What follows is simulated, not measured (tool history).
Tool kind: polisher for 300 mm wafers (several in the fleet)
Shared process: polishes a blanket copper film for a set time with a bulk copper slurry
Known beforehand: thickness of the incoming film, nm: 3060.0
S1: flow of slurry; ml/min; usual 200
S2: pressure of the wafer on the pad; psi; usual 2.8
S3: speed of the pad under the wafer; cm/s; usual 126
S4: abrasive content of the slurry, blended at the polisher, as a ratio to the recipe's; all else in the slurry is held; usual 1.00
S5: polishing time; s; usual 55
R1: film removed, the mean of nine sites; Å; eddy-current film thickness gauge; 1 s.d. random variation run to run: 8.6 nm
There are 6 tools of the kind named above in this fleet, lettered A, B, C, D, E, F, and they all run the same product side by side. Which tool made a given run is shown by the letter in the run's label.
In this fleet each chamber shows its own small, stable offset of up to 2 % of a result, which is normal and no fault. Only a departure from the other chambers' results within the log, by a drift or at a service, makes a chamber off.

run,day,S1,S2,S3,S4,S5,R1
1A,0.196,200,2.8,126,1.00,55,6269.4
# day 0.371: chamber A: worn pad replaced by a new one
2C,0.450,200,2.8,126,1.00,55,6196.6
3F,0.712,200,2.8,126,1.00,55,6417.7
4B,0.842,200,2.8,126,1.00,55,6052.5
5D,1.079,200,2.8,126,1.00,55,6260.9
6E,1.238,200,2.8,126,1.00,55,6046.1
# day 1.429: chamber E: worn pad replaced by a new one
# day 1.454: chamber C: worn pad replaced by a new one
7A,1.454,200,2.8,126,1.00,55,6238.9
# day 1.575: chamber B: worn pad replaced by a new one
8B,1.592,200,2.8,126,1.00,55,6368.8
9C,1.825,200,2.8,126,1.00,55,6163.2
# day 1.862: chamber D: worn pad replaced by a new one
# day 2.058: chamber F: slurry blender recalibrated
10E,2.088,200,2.8,126,1.00,55,6173.9
# day 2.112: chamber B: slurry blender recalibrated
11F,2.275,200,2.8,126,1.00,55,6160.6
12D,2.429,200,2.8,84,1.15,55,4189.0
# day 2.554: chamber A: worn pad replaced by a new one
13E,2.688,200,2.8,84,1.15,55,4220.0
# day 2.862: chamber A: slurry blender recalibrated
14D,2.904,200,2.8,84,1.15,55,4259.4
15A,3.096,200,2.8,84,1.15,55,4324.6
16F,3.250,200,2.8,84,1.15,55,4227.9
# day 3.358: chamber E: worn pad replaced by a new one
17C,3.433,200,2.8,84,1.15,55,4313.1
# day 3.504: chamber C: head pressure recalibrated
# day 3.508: chamber B: worn pad replaced by a new one
18B,3.700,200,2.8,126,1.00,55,6318.9
# day 3.742: chamber C: worn pad replaced by a new one
19C,3.825,200,2.8,126,1.00,55,6236.5
# day 4.062: chamber F: slurry nozzle cleaned
20D,4.079,200,2.8,126,1.00,55,6204.9
21A,4.267,200,2.1,126,1.00,73,6294.0
# day 4.300: chamber F: head pressure recalibrated
22E,4.446,200,2.1,126,1.00,73,6320.1
# day 4.492: chamber A: worn pad replaced by a new one
23B,4.583,200,2.1,126,1.00,73,6044.7
24F,4.729,200,2.1,126,1.00,73,6214.4
25F,4.879,200,2.1,126,1.00,73,5922.8
# day 5.021: chamber E: worn pad replaced by a new one
26C,5.083,200,2.1,126,1.00,73,6230.3
# day 5.300: chamber B: worn pad replaced by a new one
27B,5.321,200,2.8,126,1.00,55,6235.9
28E,5.571,200,2.8,126,1.00,55,6080.3
# day 5.612: chamber D: worn pad replaced by a new one
29D,5.746,200,2.8,126,1.00,55,6115.6
# day 5.875: chamber C: slurry blender recalibrated
30A,5.921,200,2.8,126,1.00,55,6179.0
# day 5.979: chamber C: worn pad replaced by a new one
31D,6.171,200,2.8,126,1.00,64,7114.3
# day 6.246: chamber B: head pressure recalibrated
32B,6.408,200,2.8,126,1.00,64,7006.4
# day 6.612: chamber A: worn pad replaced by a new one
33E,6.625,200,2.8,126,1.00,64,7108.9
34A,6.862,200,2.8,126,1.00,64,7595.0
# day 7.000: chamber E: worn pad replaced by a new one
35C,7.058,200,2.8,126,1.00,64,7216.2
36F,7.183,200,2.8,126,1.00,64,6676.1
# day 7.271: chamber E: slurry blender recalibrated
# day 7.304: chamber B: worn pad replaced by a new one
37E,7.388,200,2.8,126,1.00,55,6094.9
38A,7.588,200,2.8,126,1.00,55,6475.7
39C,7.833,200,2.8,126,1.00,55,6179.9
40B,8.021,200,2.8,126,1.00,55,6138.9
41D,8.246,200,2.8,126,1.00,55,6145.5
# day 8.329: chamber A: worn pad replaced by a new one
42F,8.467,200,2.8,126,1.00,55,5836.7
43D,8.654,200,2.8,126,1.00,55,6320.2
44A,8.896,200,2.8,126,1.00,55,6285.9

Each of the 6 chambers runs these same settings next. Fill in every chamber's results:
45A,9.083,200,2.8,126,1.00,55,?
45B,9.083,200,2.8,126,1.00,55,?
45C,9.083,200,2.8,126,1.00,55,?
45D,9.083,200,2.8,126,1.00,55,?
45E,9.083,200,2.8,126,1.00,55,?
45F,9.083,200,2.8,126,1.00,55,?

run,R1
45A,6397.0
45B,6096.8
45C,6118.2
45D,6228.1
45E,6335.6
45F,5718.9
